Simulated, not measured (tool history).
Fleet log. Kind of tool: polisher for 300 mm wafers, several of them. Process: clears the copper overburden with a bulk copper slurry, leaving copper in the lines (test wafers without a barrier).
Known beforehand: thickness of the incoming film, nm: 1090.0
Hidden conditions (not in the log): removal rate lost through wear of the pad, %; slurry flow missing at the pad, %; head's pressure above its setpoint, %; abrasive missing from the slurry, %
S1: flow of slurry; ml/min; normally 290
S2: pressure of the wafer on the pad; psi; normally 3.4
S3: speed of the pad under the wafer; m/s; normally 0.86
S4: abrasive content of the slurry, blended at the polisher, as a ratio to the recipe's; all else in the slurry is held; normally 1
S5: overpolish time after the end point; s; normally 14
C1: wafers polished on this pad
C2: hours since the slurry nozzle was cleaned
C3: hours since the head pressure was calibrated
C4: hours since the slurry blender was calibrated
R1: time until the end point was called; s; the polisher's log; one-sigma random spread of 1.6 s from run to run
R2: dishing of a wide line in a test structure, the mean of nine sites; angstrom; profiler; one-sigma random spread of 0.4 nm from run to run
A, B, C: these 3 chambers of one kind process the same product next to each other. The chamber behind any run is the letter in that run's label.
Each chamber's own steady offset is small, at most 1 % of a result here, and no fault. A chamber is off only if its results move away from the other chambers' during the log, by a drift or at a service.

| run | hour | S1 | S2 | S3 | S4 | S5 | C1 | C2 | C3 | C4 | R1 | R2 |
|---|---|---|---|---|---|---|---|---|---|---|---|---|
|  | 5.8 | chamber A: head pressure recalibrated |
| 1B | 8.8 | 290 | 3.4 | 0.86 | 1 | 14 | 347 | 281.7 | 418.8 | 199 | 103.72 | 273.21 |
| 2A | 21.5 | 290 | 3.4 | 0.86 | 1 | 14 | 445 | 25.2 | 15.8 | 95.3 | 106.03 | 263.37 |
| 3C | 31.8 | 290 | 3.4 | 0.86 | 1 | 14 | 448 | 155.6 | 549 | 308.6 | 104.37 | 264.17 |
|  | 32.7 | chamber B: slurry blender recalibrated |
|  | 39.8 | chamber B: worn pad replaced by a new one |
| 4B | 42.4 | 290 | 3.4 | 0.86 | 1 | 14 | 28 | 315.3 | 452.4 | 9.7 | 105.42 | 259.66 |
|  | 47 | chamber A: worn pad replaced by a new one |
| 5A | 49.7 | 290 | 3.4 | 0.86 | 1 | 14 | 30 | 53.4 | 44 | 123.5 | 109.6 | 256.92 |
|  | 53.1 | chamber C: worn pad replaced by a new one |
| 6C | 59 | 290 | 3.4 | 0.86 | 1 | 14 | 65 | 182.8 | 576.2 | 335.8 | 105.89 | 257.56 |
| 7B | 68.3 | 290 | 3.4 | 0.86 | 1 | 14 | 313 | 341.2 | 478.3 | 35.6 | 106.66 | 257.83 |
| 8C | 82.4 | 290 | 3.4 | 0.86 | 1 | 14 | 322 | 206.2 | 599.6 | 359.2 | 105.17 | 265.49 |
|  | 86.9 | chamber A: slurry blender recalibrated |
| 9A | 89.7 | 290 | 3.4 | 0.86 | 1 | 14 | 469 | 93.4 | 84 | 2.9 | 106.98 | 256.11 |
| 10A | 100 | 290 | 3.4 | 0.86 | 1 | 14 | 582 | 103.7 | 94.3 | 13.2 | 105.69 | 263.95 |
|  | 106.9 | chamber C: slurry blender recalibrated |
|  | 109.9 | chamber B: worn pad replaced by a new one |
|  | 110 | chamber A: worn pad replaced by a new one |
| 11B | 113.2 | 290 | 3.4 | 0.86 | 1 | 14 | 36 | 386.1 | 523.2 | 80.5 | 104.74 | 261.53 |
| 12C | 122.6 | 290 | 4.3 | 0.86 | 1 | 14 | 763 | 246.4 | 639.8 | 15.8 | 83.81 | 277.58 |
|  | 126.9 | chamber C: worn pad replaced by a new one |
| 13C | 130.9 | 290 | 4.3 | 0.86 | 1 | 14 | 44 | 254.7 | 648.1 | 24.1 | 83.53 | 276.39 |
| 14B | 140 | 290 | 4.3 | 0.86 | 1 | 14 | 330 | 412.9 | 550 | 107.3 | 82.967 | 264.64 |
| 15A | 148.6 | 290 | 3.4 | 0.86 | 1 | 14 | 424 | 152.3 | 142.9 | 61.8 | 107.98 | 268.88 |
|  | 154.3 | chamber B: slurry nozzle cleaned |
| 16C | 161.4 | 290 | 3.4 | 0.86 | 1 | 14 | 378 | 285.2 | 678.6 | 54.6 | 105.8 | 269.86 |
| 17B | 171.9 | 290 | 3.4 | 0.86 | 1 | 14 | 681 | 17.6 | 581.9 | 139.2 | 105.33 | 270.87 |
| 18A | 184 | 290 | 3.4 | 0.86 | 1 | 14 | 813 | 187.7 | 178.3 | 97.2 | 104.69 | 263.55 |
|  | 185.1 | chamber A: worn pad replaced by a new one |
|  | 186.2 | chamber B: worn pad replaced by a new one |
| 19A | 190.8 | 290 | 3.4 | 0.86 | 1 | 14 | 63 | 194.5 | 185.1 | 104 | 106.81 | 265.05 |
| 20B | 203 | 290 | 3.4 | 0.86 | 1 | 14 | 184 | 48.7 | 613 | 170.3 | 102.34 | 267 |
|  | 204.6 | chamber C: worn pad replaced by a new one |
| 21C | 210.7 | 290 | 3.4 | 0.86 | 1 | 14 | 67 | 334.5 | 727.9 | 103.9 | 106.3 | 261.64 |
| 22B | 223.4 | 290 | 3.4 | 0.86 | 1 | 14 | 408 | 69.1 | 633.4 | 190.7 | 105.83 | 270.02 |
| 23A | 233.5 | 290 | 3.4 | 0.86 | 1 | 14 | 531 | 237.2 | 227.8 | 146.7 | 105.58 | 261.82 |
|  | 242.7 | chamber B: slurry blender recalibrated |
|  | 245 | chamber A: worn pad replaced by a new one |
| 24C | 246.1 | 290 | 3.4 | 0.86 | 1 | 14 | 456 | 369.9 | 763.3 | 139.3 | 107.7 | 259.19 |
|  | 250.4 | chamber B: worn pad replaced by a new one |
| 25C | 260 | 290 | 3.4 | 0.86 | 1 | 14 | 608 | 383.8 | 777.2 | 153.2 | 105.7 | 266.01 |
| 26B | 268.2 | 290 | 3.4 | 0.86 | 1 | 14 | 196 | 113.9 | 678.2 | 25.5 | 105.7 | 272.33 |
|  | 274.2 | chamber C: worn pad replaced by a new one |
| 27A | 275.4 | 290 | 2.3 | 0.86 | 1 | 14 | 334 | 279.1 | 269.7 | 188.6 | 157.64 | 250.2 |
| 28A | 285 | 290 | 2.3 | 0.86 | 1 | 14 | 439 | 288.7 | 279.3 | 198.2 | 158.58 | 248.7 |
|  | 288.7 | chamber A: slurry blender recalibrated |
|  | 295.7 | chamber C: slurry nozzle cleaned |
| 29C | 297 | 290 | 2.3 | 0.86 | 1 | 14 | 250 | 1.4 | 814.2 | 190.2 | 156.17 | 249.5 |
|  | 308.3 | chamber A: worn pad replaced by a new one |
| 30B | 310.5 | 290 | 3.4 | 0.86 | 1 | 14 | 660 | 156.2 | 720.5 | 67.8 | 106.48 | 258.55 |
| 31B | 321.3 | 290 | 3.4 | 0.86 | 1 | 14 | 778 | 167 | 731.3 | 78.6 | 107.32 | 260.94 |
| 32C | 333.5 | 290 | 3.4 | 0.86 | 1 | 14 | 651 | 37.9 | 850.7 | 226.7 | 107.57 | 261.91 |
| 33A | 343.6 | 290 | 3.4 | 0.86 | 1.25 | 14 | 388 | 347.3 | 337.9 | 54.9 | 103.34 | 264.24 |

All chambers now run identical settings, listed one chamber a line with results as question marks. What results will each chamber show?
| 34A | 353.7 | 290 | 3.4 | 0.86 | 0.75 | 14 |  |  |  |  | ? | ? |
| 34B | 353.7 | 290 | 3.4 | 0.86 | 0.75 | 14 |  |  |  |  | ? | ? |
| 34C | 353.7 | 290 | 3.4 | 0.86 | 0.75 | 14 |  |  |  |  | ? | ? |

| run | R1 | R2 |
|---|---|---|
| 34A | 113.62 | 255.71 |
| 34B | 113.61 | 256.09 |
| 34C | 109.51 | 260.88 |

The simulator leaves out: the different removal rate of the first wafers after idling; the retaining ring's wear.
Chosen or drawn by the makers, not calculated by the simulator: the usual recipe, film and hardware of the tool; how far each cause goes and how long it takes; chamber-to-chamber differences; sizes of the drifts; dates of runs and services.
